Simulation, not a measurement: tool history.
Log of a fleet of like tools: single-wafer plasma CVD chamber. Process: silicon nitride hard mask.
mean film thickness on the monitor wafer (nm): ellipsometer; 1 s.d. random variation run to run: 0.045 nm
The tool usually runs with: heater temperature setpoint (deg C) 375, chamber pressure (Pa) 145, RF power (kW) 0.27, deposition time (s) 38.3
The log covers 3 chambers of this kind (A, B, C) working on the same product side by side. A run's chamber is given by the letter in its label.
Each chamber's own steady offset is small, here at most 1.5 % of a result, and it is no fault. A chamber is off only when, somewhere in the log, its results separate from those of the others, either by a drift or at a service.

run,day,heater temperature setpoint (deg C),chamber pressure (Pa),RF power (kW),deposition time (s),hours since the last thermocouple change,hours since the last RF generator calibration,hours since the last manometer calibration,"read-back reference wafer on the same gauge, thickness_nm",mean film thickness on the monitor wafer (nm)
1B,0.367,375,145,0.27,38.3,635.1,266.7,2845.6,29.906,36.335
2A,0.988,375,145,0.27,38.3,1954.7,35,966.9,29.912,36.5
# day 1.242: chamber B: capacitance manometer re-zeroed and calibrated
3C,1.412,375,145,0.27,38.3,2441.6,390.1,636.4,29.913,36.451
4A,1.975,375,145,0.27,38.3,1978.4,58.7,990.6,29.923,36.544
5C,2.533,375,145,0.27,38.3,2468.5,417,663.3,29.935,36.523
6B,3.162,361,145,0.27,44.6,702.2,333.8,46.2,29.936,42.537
7B,3.562,361,145,0.27,44.6,711.8,343.4,55.8,29.933,42.554
# day 3.725: chamber C: thermocouple changed; heater temperature recalibrated
8A,3.975,361,145,0.27,44.6,2026.4,106.7,1038.6,29.943,42.808
9C,4.475,375,145,0.27,38.3,18,463.6,709.9,29.95,36.591
10B,4.788,375,145,0.27,38.3,741.2,372.8,85.2,29.947,36.353
11A,5.258,375,145,0.27,38.3,2057.2,137.5,1069.4,29.955,36.569
12C,5.658,366,145,0.23,38.3,46.4,492,738.3,29.969,32.785
13C,5.988,366,145,0.23,38.3,54.3,499.9,746.2,29.955,32.748
14B,6.504,366,145,0.23,38.3,782.4,414,126.4,29.978,32.638
15A,7.117,375,145,0.27,38.3,2101.8,182.1,1114,29.981,36.658
16A,7.646,375,145,0.27,38.3,2114.5,194.8,1126.7,29.978,36.716
17B,8.188,375,145,0.27,38.3,822.8,454.4,166.8,29.997,36.443
18C,8.533,375,145,0.27,38.3,115.4,561,807.3,29.979,36.606
19C,8.925,375,145,0.27,38.3,124.8,570.4,816.7,29.994,36.633
20A,9.562,375,145,0.27,38.3,2160.5,240.8,1172.7,29.992,36.638
21B,10.171,375,145,0.27,38.3,870.4,502,214.4,29.999,36.463
22A,10.504,375,145,0.27,38.3,2183.1,263.4,1195.3,30.013,36.665
23C,11.083,375,145,0.27,38.3,176.6,622.2,868.5,30.021,36.669
24B,11.571,375,145,0.27,38.3,904,535.6,248,30.017,36.438
25C,11.933,375,145,0.27,38.3,197,642.6,888.9,30.029,36.633
26A,12.338,375,145,0.27,38.3,2227.1,307.4,1239.3,30.022,36.723
# day 12.346: chamber B: thermocouple changed; heater temperature recalibrated
27B,12.733,375,145,0.27,38.3,9.4,563.5,275.9,30.03,36.503
28B,13.354,375,145,0.27,38.3,24.3,578.4,290.8,30.042,36.52
29A,13.992,375,145,0.27,38.3,2266.8,347.1,1279,30.047,36.808
30C,14.367,375,145,0.27,44,255.4,701,947.3,30.041,42.13

The same settings go to every chamber for the next run, one line per chamber below. Forecast the results for each:
31A,14.829,375,129,0.27,38.3,,,,,?
31B,14.829,375,129,0.27,38.3,,,,,?
31C,14.829,375,129,0.27,38.3,,,,,?

run,mean film thickness on the monitor wafer (nm)
31A,35.333
31B,35.115
31C,35.274
